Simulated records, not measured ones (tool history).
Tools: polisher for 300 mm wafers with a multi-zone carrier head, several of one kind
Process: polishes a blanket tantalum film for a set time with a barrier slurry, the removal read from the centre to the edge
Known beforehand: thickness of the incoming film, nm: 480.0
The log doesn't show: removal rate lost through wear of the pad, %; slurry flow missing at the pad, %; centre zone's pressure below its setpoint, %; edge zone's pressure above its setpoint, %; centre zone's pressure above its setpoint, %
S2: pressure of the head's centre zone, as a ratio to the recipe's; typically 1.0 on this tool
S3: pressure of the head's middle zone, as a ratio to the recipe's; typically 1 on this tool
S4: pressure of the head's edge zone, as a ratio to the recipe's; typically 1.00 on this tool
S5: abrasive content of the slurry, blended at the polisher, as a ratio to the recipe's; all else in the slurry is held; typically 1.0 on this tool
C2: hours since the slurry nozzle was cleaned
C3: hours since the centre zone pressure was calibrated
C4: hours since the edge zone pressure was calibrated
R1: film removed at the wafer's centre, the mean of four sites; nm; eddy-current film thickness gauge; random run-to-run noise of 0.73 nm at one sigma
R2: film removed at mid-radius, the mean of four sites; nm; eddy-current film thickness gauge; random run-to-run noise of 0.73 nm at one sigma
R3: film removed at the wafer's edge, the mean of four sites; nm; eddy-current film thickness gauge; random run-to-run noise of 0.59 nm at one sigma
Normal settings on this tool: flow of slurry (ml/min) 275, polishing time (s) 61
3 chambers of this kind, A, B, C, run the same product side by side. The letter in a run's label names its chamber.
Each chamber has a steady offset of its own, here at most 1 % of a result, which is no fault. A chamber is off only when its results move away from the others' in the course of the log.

run 1A hour=13.3 | flow_of_slurry_(ml/min)=275 S2=1.0 S3=1 S4=1.00 S5=1.0 polishing_time_(s)=61 | wafers_polished_on_this_pad=533 C2=672.1 C3=352.1 C4=127.5 | R1=93.769 R2=95.506 R3=95.155
run 2B hour=20.5 | flow_of_slurry_(ml/min)=275 S2=1.0 S3=1 S4=1.00 S5=1.0 polishing_time_(s)=61 | wafers_polished_on_this_pad=688 C2=329.5 C3=489.1 C4=194.3 | R1=95.501 R2=94.498 R3=94.633
run 3C hour=31.4 | flow_of_slurry_(ml/min)=275 S2=1.0 S3=1 S4=1.00 S5=1.0 polishing_time_(s)=61 | wafers_polished_on_this_pad=781 C2=119.7 C3=992.5 C4=292.3 | R1=94.335 R2=94.342 R3=94.372
run 4A hour=42.6 | flow_of_slurry_(ml/min)=275 S2=1.0 S3=1 S4=1.00 S5=1.0 polishing_time_(s)=61 | wafers_polished_on_this_pad=815 C2=701.4 C3=381.4 C4=156.8 | R1=93.450 R2=93.578 R3=93.847
-- hour=43.1 chamber B: worn pad replaced by a new one
-- hour=46.6 chamber A: worn pad replaced by a new one
run 5C hour=55.2 | flow_of_slurry_(ml/min)=275 S2=1.0 S3=1 S4=1.00 S5=1.0 polishing_time_(s)=61 | wafers_polished_on_this_pad=1010 C2=143.5 C3=1016.3 C4=316.1 | R1=93.208 R2=93.156 R3=95.403
run 6B hour=70.2 | flow_of_slurry_(ml/min)=275 S2=1.0 S3=1 S4=1.00 S5=1.0 polishing_time_(s)=61 | wafers_polished_on_this_pad=261 C2=379.2 C3=538.8 C4=244.0 | R1=95.381 R2=94.917 R3=95.746
run 7C hour=80.5 | flow_of_slurry_(ml/min)=275 S2=1.0 S3=1 S4=1.00 S5=1.0 polishing_time_(s)=61 | wafers_polished_on_this_pad=1253 C2=168.8 C3=1041.6 C4=341.4 | R1=93.631 R2=94.985 R3=94.483
run 8A hour=88.2 | flow_of_slurry_(ml/min)=275 S2=1.0 S3=1 S4=1.00 S5=1.0 polishing_time_(s)=61 | wafers_polished_on_this_pad=400 C2=747.0 C3=427.0 C4=202.4 | R1=94.816 R2=93.884 R3=94.176
run 9B hour=95.8 | flow_of_slurry_(ml/min)=350 S2=1.0 S3=1 S4=1.00 S5=0.9 polishing_time_(s)=61 | wafers_polished_on_this_pad=507 C2=404.8 C3=564.4 C4=269.6 | R1=94.177 R2=94.192 R3=93.928
-- hour=100.6 chamber B: centre zone pressure recalibrated
run 10B hour=106.9 | flow_of_slurry_(ml/min)=350 S2=1.0 S3=1 S4=1.00 S5=0.9 polishing_time_(s)=61 | wafers_polished_on_this_pad=614 C2=415.9 C3=6.3 C4=280.7 | R1=94.225 R2=93.155 R3=92.523
run 11C hour=115.1 | flow_of_slurry_(ml/min)=350 S2=1.0 S3=1 S4=1.00 S5=0.9 polishing_time_(s)=61 | wafers_polished_on_this_pad=1586 C2=203.4 C3=1076.2 C4=376.0 | R1=92.711 R2=92.073 R3=92.068
-- hour=118.9 chamber A: worn pad replaced by a new one
run 12A hour=125.1 | flow_of_slurry_(ml/min)=275 S2=1.0 S3=1 S4=1.00 S5=1.0 polishing_time_(s)=61 | wafers_polished_on_this_pad=60 C2=783.9 C3=463.9 C4=239.3 | R1=93.278 R2=93.941 R3=93.907
-- hour=131.1 chamber B: slurry nozzle cleaned
-- hour=131.4 chamber B: worn pad replaced by a new one
run 13A hour=140.8 | flow_of_slurry_(ml/min)=275 S2=1.0 S3=1 S4=1.00 S5=1.0 polishing_time_(s)=61 | wafers_polished_on_this_pad=211 C2=799.6 C3=479.6 C4=255.0 | R1=95.175 R2=93.988 R3=93.179
run 14B hour=152.2 | flow_of_slurry_(ml/min)=275 S2=1.0 S3=1 S4=1.00 S5=1.0 polishing_time_(s)=61 | wafers_polished_on_this_pad=200 C2=21.2 C3=51.6 C4=326.0 | R1=93.668 R2=95.797 R3=96.035
run 15C hour=166.1 | flow_of_slurry_(ml/min)=275 S2=1.0 S3=1 S4=1.00 S5=1.2 polishing_time_(s)=61 | wafers_polished_on_this_pad=2077 C2=254.4 C3=1127.2 C4=427.0 | R1=96.549 R2=97.104 R3=96.447
run 16B hour=178.6 | flow_of_slurry_(ml/min)=275 S2=1.0 S3=1 S4=1.00 S5=1.2 polishing_time_(s)=61 | wafers_polished_on_this_pad=454 C2=47.6 C3=78.0 C4=352.4 | R1=98.131 R2=100.740 R3=99.193
-- hour=185.6 chamber C: edge zone pressure recalibrated
run 17C hour=191.3 | flow_of_slurry_(ml/min)=275 S2=1.0 S3=1 S4=1.00 S5=1.2 polishing_time_(s)=61 | wafers_polished_on_this_pad=2319 C2=279.6 C3=1152.4 C4=5.7 | R1=96.283 R2=95.821 R3=96.646
run 18A hour=199.4 | flow_of_slurry_(ml/min)=275 S2=1.0 S3=1 S4=1.00 S5=1.0 polishing_time_(s)=61 | wafers_polished_on_this_pad=775 C2=858.2 C3=538.2 C4=313.6 | R1=92.267 R2=94.177 R3=95.580
-- hour=203.2 chamber A: worn pad replaced by a new one
run 19B hour=211.4 | flow_of_slurry_(ml/min)=275 S2=1.0 S3=1 S4=1.00 S5=1.0 polishing_time_(s)=61 | wafers_polished_on_this_pad=770 C2=80.4 C3=110.8 C4=385.2 | R1=93.980 R2=95.167 R3=95.933
-- hour=218.0 chamber B: worn pad replaced by a new one
run 20A hour=219.8 | flow_of_slurry_(ml/min)=275 S2=1.1 S3=1 S4=1.00 S5=1.2 polishing_time_(s)=61 | wafers_polished_on_this_pad=160 C2=878.6 C3=558.6 C4=334.0 | R1=109.710 R2=98.134 R3=99.678
run 21C hour=233.8 | flow_of_slurry_(ml/min)=275 S2=1.1 S3=1 S4=1.00 S5=1.2 polishing_time_(s)=61 | wafers_polished_on_this_pad=2728 C2=322.1 C3=1194.9 C4=48.2 | R1=104.290 R2=95.615 R3=95.639
run 22A hour=246.8 | flow_of_slurry_(ml/min)=275 S2=1.1 S3=1 S4=1.00 S5=1.2 polishing_time_(s)=61 | wafers_polished_on_this_pad=420 C2=905.6 C3=585.6 C4=361.0 | R1=109.300 R2=98.540 R3=99.819
-- hour=248.1 chamber A: slurry nozzle cleaned
run 23C hour=254.8 | flow_of_slurry_(ml/min)=275 S2=1.0 S3=1 S4=1.00 S5=1.0 polishing_time_(s)=61 | wafers_polished_on_this_pad=2930 C2=343.1 C3=1215.9 C4=69.2 | R1=89.888 R2=89.005 R3=88.695
run 24B hour=261.9 | flow_of_slurry_(ml/min)=275 S2=1.0 S3=1 S4=1.00 S5=1.0 polishing_time_(s)=61 | wafers_polished_on_this_pad=423 C2=130.9 C3=161.3 C4=435.7 | R1=93.961 R2=96.777 R3=94.835
run 25B hour=271.6 | flow_of_slurry_(ml/min)=275 S2=1.0 S3=1 S4=1.00 S5=1.0 polishing_time_(s)=61 | wafers_polished_on_this_pad=516 C2=140.6 C3=171.0 C4=445.4 | R1=93.904 R2=95.597 R3=95.376
run 26C hour=286.0 | flow_of_slurry_(ml/min)=275 S2=1.0 S3=1 S4=1.00 S5=1.0 polishing_time_(s)=61 | wafers_polished_on_this_pad=3230 C2=374.3 C3=1247.1 C4=100.4 | R1=89.344 R2=87.807 R3=88.825
-- hour=291.8 chamber B: worn pad replaced by a new one
-- hour=292.0 chamber A: worn pad replaced by a new one
run 27A hour=299.2 | flow_of_slurry_(ml/min)=275 S2=1.0 S3=1 S4=1.00 S5=1.0 polishing_time_(s)=61 | wafers_polished_on_this_pad=69 C2=51.2 C3=638.0 C4=413.4 | R1=93.299 R2=95.888 R3=94.427
run 28B hour=312.6 | flow_of_slurry_(ml/min)=275 S2=1.0 S3=1 S4=1.00 S5=1.0 polishing_time_(s)=61 | wafers_polished_on_this_pad=200 C2=181.6 C3=212.0 C4=486.4 | R1=94.457 R2=93.945 R3=94.769
run 29A hour=326.6 | flow_of_slurry_(ml/min)=275 S2=1.0 S3=1 S4=1.00 S5=1.0 polishing_time_(s)=61 | wafers_polished_on_this_pad=333 C2=78.6 C3=665.4 C4=440.8 | R1=94.058 R2=93.612 R3=94.877
run 30C hour=342.0 | flow_of_slurry_(ml/min)=275 S2=1.0 S3=1 S4=0.93 S5=1.0 polishing_time_(s)=61 | wafers_polished_on_this_pad=3769 C2=430.3 C3=1303.1 C4=156.4 | R1=87.435 R2=88.813 R3=83.877
run 31A hour=351.6 | flow_of_slurry_(ml/min)=275 S2=1.0 S3=1 S4=0.93 S5=1.0 polishing_time_(s)=61 | wafers_polished_on_this_pad=573 C2=103.6 C3=690.4 C4=465.8 | R1=94.070 R2=95.019 R3=90.740
run 32B hour=359.6 | flow_of_slurry_(ml/min)=275 S2=1.0 S3=1 S4=0.93 S5=1.0 polishing_time_(s)=61 | wafers_polished_on_this_pad=652 C2=228.6 C3=259.0 C4=533.4 | R1=94.347 R2=95.648 R3=91.510
-- hour=366.9 chamber B: worn pad replaced by a new one
run 33C hour=368.5 | flow_of_slurry_(ml/min)=275 S2=1.0 S3=1 S4=1.00 S5=1.0 polishing_time_(s)=61 | wafers_polished_on_this_pad=4024 C2=456.8 C3=1329.6 C4=182.9 | R1=87.302 R2=86.282 R3=86.984
-- hour=383.0 chamber A: worn pad replaced by a new one
run 34B hour=383.7 | flow_of_slurry_(ml/min)=275 S2=1.0 S3=1 S4=1.00 S5=1.0 polishing_time_(s)=61 | wafers_polished_on_this_pad=161 C2=252.7 C3=283.1 C4=557.5 | R1=93.310 R2=94.357 R3=94.455
run 35A hour=397.8 | flow_of_slurry_(ml/min)=275 S2=1.0 S3=1 S4=1.00 S5=1.0 polishing_time_(s)=61 | wafers_polished_on_this_pad=143 C2=149.8 C3=736.6 C4=512.0 | R1=93.394 R2=95.276 R3=94.960
run 36C hour=405.4 | flow_of_slurry_(ml/min)=275 S2=1.0 S3=1 S4=1.00 S5=1.0 polishing_time_(s)=61 | wafers_polished_on_this_pad=4379 C2=493.7 C3=1366.5 C4=219.8 | R1=85.624 R2=84.917 R3=85.038
run 37B hour=417.7 | flow_of_slurry_(ml/min)=275 S2=1.0 S3=1 S4=1.00 S5=1.0 polishing_time_(s)=61 | wafers_polished_on_this_pad=489 C2=286.7 C3=317.1 C4=591.5 | R1=95.061 R2=95.790 R3=95.703

Predict what each chamber gives when all 3 of them run the settings below next.
run 38A hour=429.0 | flow_of_slurry_(ml/min)=275 S2=1.0 S3=1 S4=0.90 S5=1.0 polishing_time_(s)=61 | R1=? R2=? R3=?
run 38B hour=429.0 | flow_of_slurry_(ml/min)=275 S2=1.0 S3=1 S4=0.90 S5=1.0 polishing_time_(s)=61 | R1=? R2=? R3=?
run 38C hour=429.0 | flow_of_slurry_(ml/min)=275 S2=1.0 S3=1 S4=0.90 S5=1.0 polishing_time_(s)=61 | R1=? R2=? R3=?

run=38A R1=93.221 R2=94.271 R3=89.507
run=38B R1=95.227 R2=94.259 R3=89.991
run=38C R1=84.144 R2=85.436 R3=80.434
